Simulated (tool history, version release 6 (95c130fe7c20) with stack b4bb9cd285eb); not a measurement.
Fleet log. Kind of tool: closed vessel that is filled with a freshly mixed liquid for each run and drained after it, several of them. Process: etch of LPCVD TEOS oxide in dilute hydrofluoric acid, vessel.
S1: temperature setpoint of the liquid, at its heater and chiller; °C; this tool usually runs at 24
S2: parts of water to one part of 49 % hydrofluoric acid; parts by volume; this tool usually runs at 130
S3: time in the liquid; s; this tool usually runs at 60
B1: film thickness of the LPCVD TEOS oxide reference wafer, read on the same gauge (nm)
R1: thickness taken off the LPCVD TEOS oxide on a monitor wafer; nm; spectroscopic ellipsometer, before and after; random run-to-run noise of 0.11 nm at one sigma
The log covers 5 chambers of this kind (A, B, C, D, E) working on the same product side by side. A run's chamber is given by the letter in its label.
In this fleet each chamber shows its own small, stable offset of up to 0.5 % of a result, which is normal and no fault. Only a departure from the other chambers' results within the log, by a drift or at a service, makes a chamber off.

{"run": "1D", "hour": 6.4, "S1": 24, "S2": 130, "S3": 60, "B1": 100.03, "R1": 11.755}
{"run": "2E", "hour": 10.7, "S1": 24, "S2": 130, "S3": 60, "B1": 100.05, "R1": 11.803}
{"run": "3B", "hour": 15.1, "S1": 24, "S2": 130, "S3": 60, "B1": 99.992, "R1": 12.076}
{"run": "4C", "hour": 18.8, "S1": 24, "S2": 130, "S3": 60, "B1": 100.04, "R1": 11.932}
{"run": "5A", "hour": 24.2, "S1": 24, "S2": 130, "S3": 60, "B1": 100, "R1": 11.921}
{"run": "6D", "hour": 29.2, "S1": 24, "S2": 130, "S3": 60, "B1": 99.993, "R1": 12.097}
{"run": "7E", "hour": 35.8, "S1": 24, "S2": 130, "S3": 60, "B1": 99.969, "R1": 12.021}
{"run": "8B", "hour": 42.0, "S1": 24, "S2": 130, "S3": 60, "B1": 99.998, "R1": 11.824}
{"run": "9C", "hour": 48.5, "S1": 24, "S2": 130, "S3": 60, "B1": 99.969, "R1": 11.846}
{"run": "10A", "hour": 54.3, "S1": 24, "S2": 130, "S3": 60, "B1": 100, "R1": 11.707}
{"run": "11D", "hour": 60.4, "S1": 24, "S2": 130, "S3": 60, "B1": 99.968, "R1": 12.077}
{"run": "12A", "hour": 67.0, "S1": 24, "S2": 130, "S3": 60, "B1": 99.986, "R1": 11.795}
{"run": "13B", "hour": 73.5, "S1": 24, "S2": 130, "S3": 60, "B1": 99.986, "R1": 11.88}
{"run": "14E", "hour": 79.9, "S1": 24, "S2": 130, "S3": 70, "B1": 99.984, "R1": 13.809}
{"run": "15C", "hour": 83.5, "S1": 24, "S2": 130, "S3": 70, "B1": 99.997, "R1": 14.004}
{"run": "16C", "hour": 86.9, "S1": 24, "S2": 130, "S3": 70, "B1": 99.979, "R1": 13.976}
{"run": "17B", "hour": 90.1, "S1": 24, "S2": 130, "S3": 70, "B1": 100, "R1": 13.991}
{"run": "18A", "hour": 96.9, "S1": 24, "S2": 130, "S3": 70, "B1": 99.986, "R1": 13.769}
{"run": "19D", "hour": 100.3, "S1": 24, "S2": 130, "S3": 30, "B1": 100.01, "R1": 6.093}
{"run": "20E", "hour": 104.8, "S1": 24, "S2": 130, "S3": 30, "B1": 99.975, "R1": 5.8645}
{"run": "21E", "hour": 108.9, "S1": 24, "S2": 130, "S3": 30, "B1": 100.03, "R1": 5.892}
{"run": "22C", "hour": 114.2, "S1": 24, "S2": 130, "S3": 30, "B1": 99.982, "R1": 6.2496}
{"hour": 116.2, "done": "chamber D: hydrofluoric acid flow meter replaced"}
{"run": "23B", "hour": 120.5, "S1": 24, "S2": 130, "S3": 30, "B1": 100.03, "R1": 6.0159}
{"run": "24A", "hour": 126.5, "S1": 24, "S2": 130, "S3": 60, "B1": 100.02, "R1": 11.806}
{"run": "25D", "hour": 133.3, "S1": 24, "S2": 130, "S3": 30, "B1": 99.993, "R1": 6.0395}
{"run": "26B", "hour": 139.5, "S1": 24, "S2": 130, "S3": 30, "B1": 99.965, "R1": 5.9594}
{"run": "27D", "hour": 142.9, "S1": 24, "S2": 130, "S3": 30, "B1": 100, "R1": 5.959}
{"run": "28A", "hour": 149.3, "S1": 24, "S2": 130, "S3": 30, "B1": 100.03, "R1": 6.0695}
{"run": "29C", "hour": 152.9, "S1": 24, "S2": 130, "S3": 30, "B1": 100.01, "R1": 6.3629}
{"run": "30E", "hour": 157.0, "S1": 24, "S2": 130, "S3": 60, "B1": 100.03, "R1": 12.008}
{"run": "31B", "hour": 161.6, "S1": 24, "S2": 130, "S3": 60, "B1": 99.987, "R1": 11.919}
{"run": "32E", "hour": 166.1, "S1": 24, "S2": 130, "S3": 60, "B1": 100.01, "R1": 11.933}
{"run": "33A", "hour": 169.9, "S1": 24, "S2": 130, "S3": 60, "B1": 100, "R1": 11.883}
{"run": "34D", "hour": 176.7, "S1": 24, "S2": 130, "S3": 60, "B1": 99.978, "R1": 12.147}
{"run": "35C", "hour": 183.2, "S1": 24, "S2": 130, "S3": 60, "B1": 100.03, "R1": 12.964}
{"run": "36C", "hour": 186.1, "S1": 24, "S2": 130, "S3": 60, "B1": 100.02, "R1": 12.827}
{"run": "37E", "hour": 192.2, "S1": 24, "S2": 130, "S3": 60, "B1": 100.02, "R1": 11.654}
{"run": "38B", "hour": 196.4, "S1": 24, "S2": 130, "S3": 60, "B1": 99.977, "R1": 11.884}

Next, all 5 chambers run the settings below, one line each with question marks for the results. What does each chamber give?
{"run": "39A", "hour": 201.3, "S1": 24, "S2": 130, "S3": 60, "R1": "?"}
{"run": "39B", "hour": 201.3, "S1": 24, "S2": 130, "S3": 60, "R1": "?"}
{"run": "39C", "hour": 201.3, "S1": 24, "S2": 130, "S3": 60, "R1": "?"}
{"run": "39D", "hour": 201.3, "S1": 24, "S2": 130, "S3": 60, "R1": "?"}
{"run": "39E", "hour": 201.3, "S1": 24, "S2": 130, "S3": 60, "R1": "?"}

run=39A R1=11.883
run=39B R1=12.124
run=39C R1=13.063
run=39D R1=11.77
run=39E R1=11.953
